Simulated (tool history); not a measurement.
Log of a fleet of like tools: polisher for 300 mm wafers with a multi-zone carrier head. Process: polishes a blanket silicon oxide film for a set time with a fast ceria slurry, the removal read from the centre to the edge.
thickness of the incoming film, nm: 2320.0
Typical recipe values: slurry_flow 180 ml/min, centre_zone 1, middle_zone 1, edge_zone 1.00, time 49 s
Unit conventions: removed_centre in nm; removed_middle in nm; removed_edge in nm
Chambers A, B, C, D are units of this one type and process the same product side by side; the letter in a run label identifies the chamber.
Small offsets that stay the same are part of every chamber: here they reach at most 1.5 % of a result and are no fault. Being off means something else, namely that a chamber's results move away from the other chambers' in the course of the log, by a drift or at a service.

| run | hour | slurry_flow | centre_zone | middle_zone | edge_zone | time | removed_centre | removed_middle | removed_edge |
|---|---|---|---|---|---|---|---|---|---|
|  | 8.3 | chamber A: worn pad replaced by a new one |
| 1C | 13.5 | 180 | 1 | 1 | 1.00 | 49 | 843.53 | 813.63 | 818.31 |
| 2B | 23.7 | 180 | 1 | 1 | 1.00 | 49 | 834.64 | 805.51 | 830.44 |
| 3D | 32.2 | 180 | 1 | 1 | 1.00 | 49 | 813.31 | 806.25 | 806.10 |
|  | 33.0 | chamber C: worn pad replaced by a new one |
| 4A | 43.7 | 180 | 1 | 1 | 1.00 | 49 | 816.73 | 821.18 | 813.86 |
| 5C | 51.9 | 120 | 1 | 1 | 1.00 | 49 | 755.11 | 751.77 | 762.50 |
|  | 55.8 | chamber A: edge zone pressure recalibrated |
| 6D | 65.2 | 120 | 1 | 1 | 1.00 | 49 | 744.74 | 753.79 | 765.84 |
| 7A | 80.9 | 120 | 1 | 1 | 1.00 | 49 | 746.76 | 759.46 | 763.60 |
| 8B | 93.9 | 120 | 1 | 1 | 1.00 | 49 | 743.23 | 767.67 | 779.51 |
| 9A | 107.8 | 180 | 1 | 1 | 1.00 | 49 | 815.44 | 839.90 | 812.70 |
| 10C | 118.1 | 180 | 1 | 1 | 1.00 | 49 | 818.90 | 799.82 | 821.01 |
|  | 121.3 | chamber B: worn pad replaced by a new one |
| 11B | 126.2 | 180 | 1 | 1 | 1.00 | 49 | 841.75 | 831.21 | 822.83 |
| 12D | 138.0 | 180 | 1 | 1 | 1.00 | 49 | 826.62 | 805.92 | 807.05 |
|  | 139.9 | chamber A: worn pad replaced by a new one |
| 13C | 147.2 | 180 | 1 | 1 | 1.00 | 49 | 822.58 | 813.31 | 816.37 |
|  | 148.5 | chamber C: worn pad replaced by a new one |
| 14B | 156.5 | 180 | 1 | 1 | 1.00 | 49 | 814.06 | 838.21 | 827.00 |
| 15D | 169.3 | 180 | 1 | 1 | 1.00 | 49 | 816.27 | 793.59 | 809.09 |
|  | 182.5 | chamber D: centre zone pressure recalibrated |
| 16A | 185.9 | 180 | 1 | 1 | 1.00 | 49 | 819.48 | 824.81 | 837.63 |
| 17D | 193.7 | 180 | 1 | 1 | 1.00 | 49 | 812.00 | 800.84 | 781.55 |
| 18A | 201.2 | 180 | 1 | 1 | 1.00 | 49 | 814.20 | 801.26 | 814.96 |
| 19B | 214.8 | 180 | 1 | 1 | 1.00 | 49 | 795.64 | 824.67 | 815.68 |
|  | 221.9 | chamber C: centre zone pressure recalibrated |
| 20C | 223.6 | 180 | 1 | 1 | 1.00 | 49 | 811.77 | 813.12 | 825.86 |
|  | 233.0 | chamber C: slurry nozzle cleaned |
| 21B | 236.1 | 180 | 1 | 1 | 1.08 | 44 | 734.54 | 750.96 | 785.25 |
| 22D | 252.0 | 180 | 1 | 1 | 1.08 | 44 | 709.45 | 695.57 | 738.45 |
| 23C | 264.4 | 180 | 1 | 1 | 1.08 | 44 | 727.15 | 731.16 | 767.98 |
|  | 274.8 | chamber C: worn pad replaced by a new one |
| 24A | 277.2 | 180 | 1 | 1 | 1.08 | 44 | 745.94 | 740.90 | 755.32 |
| 25B | 284.7 | 180 | 1 | 1 | 1.00 | 66 | 1115.70 | 1124.70 | 1110.60 |
|  | 287.3 | chamber A: worn pad replaced by a new one |
|  | 289.1 | chamber C: edge zone pressure recalibrated |
| 26C | 296.2 | 180 | 1 | 1 | 1.00 | 66 | 1086.80 | 1106.50 | 1090.40 |
| 27D | 304.6 | 180 | 1 | 1 | 1.00 | 66 | 1040.10 | 1010.40 | 1011.90 |
| 28A | 316.0 | 180 | 1 | 1 | 1.00 | 66 | 1094.90 | 1098.00 | 1095.80 |
| 29B | 332.4 | 180 | 1 | 1 | 1.00 | 49 | 827.01 | 836.34 | 825.92 |
| 30A | 346.3 | 180 | 1 | 1 | 1.00 | 49 | 835.57 | 813.75 | 816.98 |
| 31D | 358.2 | 180 | 1 | 1 | 1.09 | 55 | 824.25 | 818.34 | 871.75 |
| 32C | 370.1 | 180 | 1 | 1 | 1.09 | 55 | 905.12 | 924.85 | 951.31 |
| 33C | 384.7 | 180 | 1 | 1 | 1.09 | 55 | 901.49 | 887.30 | 979.89 |

What goes on in this fleet: one chamber off, a drifting gauge, or nothing beyond the chambers' own small offsets? Name the chamber and the cause, if any.

One chamber, D, drifts off from the rest bit by bit.
Most likely cause: removal rate lost through wear of the pad, % = 11.1.
The log may not separate it from: slurry flow missing at the pad, %.

Below are 4 candidate recipes for chamber D's next run, each the usual settings with a change, their results shown as question marks. Which of them brings D's results back in line with what the other chambers give on the usual settings?
Allowed miss from the other chambers' usual-settings mean, per result, to count as in line: removed_centre 38.00 nm; removed_middle 36.00 nm; removed_edge 38.00 nm
| 34D-1 | 396.6 | 185 | 1.00 | 1.01 | 1.00 | 55 | ? | ? | ? |
| 34D-2 | 396.6 | 185 | 1.01 | 1.01 | 1.00 | 59 | ? | ? | ? |
| 34D-3 | 396.6 | 175 | 1.00 | 0.99 | 1.00 | 40 | ? | ? | ? |
| 34D-4 | 396.6 | 175 | 0.99 | 1.00 | 1.00 | 44 | ? | ? | ? |

The other chambers' mean on the usual settings: removed_centre 818.65 nm; removed_middle 816.94 nm; removed_edge 820.04 nm
| run | removed_centre | removed_middle | removed_edge |
|---|---|---|---|
| 34D-1 | 823.28 | 820.68 | 820.50 |
| 34D-2 | 892.76 | 880.31 | 880.18 |
| 34D-3 | 592.36 | 580.59 | 592.83 |
| 34D-4 | 644.56 | 644.57 | 652.02 |
Change 34D-1 lands the chamber within the allowed miss of the other chambers.
